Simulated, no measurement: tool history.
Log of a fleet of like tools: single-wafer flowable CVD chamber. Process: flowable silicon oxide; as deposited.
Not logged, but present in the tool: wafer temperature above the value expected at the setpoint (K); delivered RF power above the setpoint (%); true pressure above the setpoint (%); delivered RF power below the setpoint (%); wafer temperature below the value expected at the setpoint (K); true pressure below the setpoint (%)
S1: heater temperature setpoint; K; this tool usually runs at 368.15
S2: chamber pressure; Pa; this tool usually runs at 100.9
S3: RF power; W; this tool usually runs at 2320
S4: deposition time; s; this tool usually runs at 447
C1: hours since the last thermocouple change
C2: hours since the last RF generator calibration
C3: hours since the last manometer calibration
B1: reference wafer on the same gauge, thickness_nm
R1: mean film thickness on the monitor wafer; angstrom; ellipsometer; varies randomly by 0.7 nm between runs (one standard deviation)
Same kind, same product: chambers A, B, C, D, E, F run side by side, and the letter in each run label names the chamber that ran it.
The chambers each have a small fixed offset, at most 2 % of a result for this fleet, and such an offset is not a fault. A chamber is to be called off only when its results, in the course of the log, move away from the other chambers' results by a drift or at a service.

run,hour,S1,S2,S3,S4,C1,C2,C3,B1,R1
1F,12.8,368.15,100.9,2320,447,84.9,404.0,1190.0,250.05,3036.8
2A,21.3,368.15,100.9,2320,447,1874.7,792.5,1013.7,249.92,3048.9
3C,34.7,368.15,100.9,2320,447,961.0,780.8,1966.9,249.92,2999.5
4E,43.5,368.15,100.9,2320,447,430.1,209.6,1264.3,249.96,3069.1
5D,56.8,368.15,100.9,2320,447,1643.3,1234.1,2066.2,249.99,3025.4
6B,67.8,368.15,100.9,2320,447,1118.0,113.0,1050.5,250.18,3056.4
# hour 78.1: chamber B: capacitance manometer re-zeroed and calibrated
7B,80.1,368.15,100.9,2320,447,1130.3,125.3,2.0,249.91,3048.2
8C,90.0,368.15,100.9,2320,447,1016.3,836.1,2022.2,250.00,2988.4
9F,102.1,368.15,100.9,2320,447,174.2,493.3,1279.3,250.03,3026.8
10A,109.6,368.15,100.9,2320,447,1963.0,880.8,1102.0,249.99,3062.5
11E,122.5,368.15,100.9,2320,447,509.1,288.6,1343.3,249.96,3055.4
12D,134.5,378.15,100.9,2320,447,1721.0,1311.8,2143.9,250.16,2164.5
13A,146.5,378.15,100.9,2320,447,1999.9,917.7,1138.9,249.99,2187.9
# hour 158.3: chamber D: RF generator calibrated
14E,159.8,378.15,100.9,2320,447,546.4,325.9,1380.6,249.93,2191.0
15F,174.7,378.15,100.9,2320,447,246.8,565.9,1351.9,250.00,2181.1
16B,182.0,378.15,100.9,2320,447,1232.2,227.2,103.9,250.00,2195.9
17C,195.3,378.15,100.9,2320,447,1121.6,941.4,2127.5,250.09,2133.1
18D,202.5,368.15,100.9,2320,447,1789.0,44.3,2211.9,249.87,3033.9
19E,212.0,368.15,100.9,2320,447,598.6,378.1,1432.8,249.99,3057.1
20C,219.1,368.15,100.9,2320,447,1145.4,965.2,2151.3,250.02,2990.4
# hour 223.6: chamber A: capacitance manometer re-zeroed and calibrated
21B,230.6,368.15,100.9,2320,447,1280.8,275.8,152.5,249.94,3046.9
22F,243.7,378.15,100.9,2320,447,315.8,634.9,1420.9,249.84,2169.7
23D,253.9,378.15,100.9,2320,447,1840.4,95.7,2263.3,250.02,2161.6
24A,268.0,378.15,100.9,2320,447,2121.4,1039.2,44.4,249.92,2194.6
25E,281.1,378.15,100.9,2320,447,667.7,447.2,1501.9,250.09,2194.1
# hour 285.8: chamber D: capacitance manometer re-zeroed and calibrated
26B,289.5,378.15,100.9,2320,447,1339.7,334.7,211.4,250.04,2197.8
27A,304.2,378.15,100.9,2320,447,2157.6,1075.4,80.6,250.01,2198.9
# hour 313.7: chamber A: RF generator calibrated
28C,318.3,368.15,100.9,2320,447,1244.6,1064.4,2250.5,249.91,2995.4
29F,329.6,368.15,100.9,2320,447,401.7,720.8,1506.8,250.12,2999.7
30D,340.2,368.15,100.9,2320,447,1926.7,182.0,54.5,249.97,3029.2
31D,352.0,368.15,100.9,2320,447,1938.5,193.8,66.3,250.03,3031.0
32B,365.4,368.15,100.9,2320,447,1415.6,410.6,287.3,249.98,3057.8
33F,374.6,368.15,100.9,2320,447,446.7,765.8,1551.8,249.92,2991.6
34C,384.3,357.15,100.9,2320,369,1310.6,1130.4,2316.5,249.89,3508.7
# hour 389.2: chamber A: thermocouple changed; heater temperature recalibrated
35E,391.0,357.15,100.9,2320,369,777.6,557.1,1611.8,249.99,3588.6
36A,405.3,357.15,100.9,2320,369,16.1,91.6,181.7,250.05,3557.5
37C,412.7,357.15,100.9,2320,369,1339.0,1158.8,2344.9,250.06,3511.5
38D,427.5,357.15,100.9,2320,369,2014.0,269.3,141.8,249.96,3554.9
39A,434.3,357.15,100.9,2320,369,45.1,120.6,210.7,249.95,3574.6
# hour 443.1: chamber C: RF generator calibrated
40B,448.6,368.15,100.9,2320,447,1498.8,493.8,370.5,250.00,3053.4
41E,459.5,368.15,100.9,2320,447,846.1,625.6,1680.3,249.98,3067.0
42F,469.7,368.15,100.9,2320,447,541.8,860.9,1646.9,250.12,2981.1
43C,478.2,368.15,100.9,2320,447,1404.5,35.1,2410.4,249.93,3004.5
44E,487.0,358.15,100.9,2670,447,873.6,653.1,1707.8,250.13,4286.5

The same settings go to every chamber for the next run, one line per chamber below. Forecast the results for each:
45A,497.7,368.15,100.9,2320,447,,,,,?
45B,497.7,368.15,100.9,2320,447,,,,,?
45C,497.7,368.15,100.9,2320,447,,,,,?
45D,497.7,368.15,100.9,2320,447,,,,,?
45E,497.7,368.15,100.9,2320,447,,,,,?
45F,497.7,368.15,100.9,2320,447,,,,,?

run,R1
45A,3058.6
45B,3049.6
45C,2997.5
45D,3041.1
45E,3056.7
45F,2955.8

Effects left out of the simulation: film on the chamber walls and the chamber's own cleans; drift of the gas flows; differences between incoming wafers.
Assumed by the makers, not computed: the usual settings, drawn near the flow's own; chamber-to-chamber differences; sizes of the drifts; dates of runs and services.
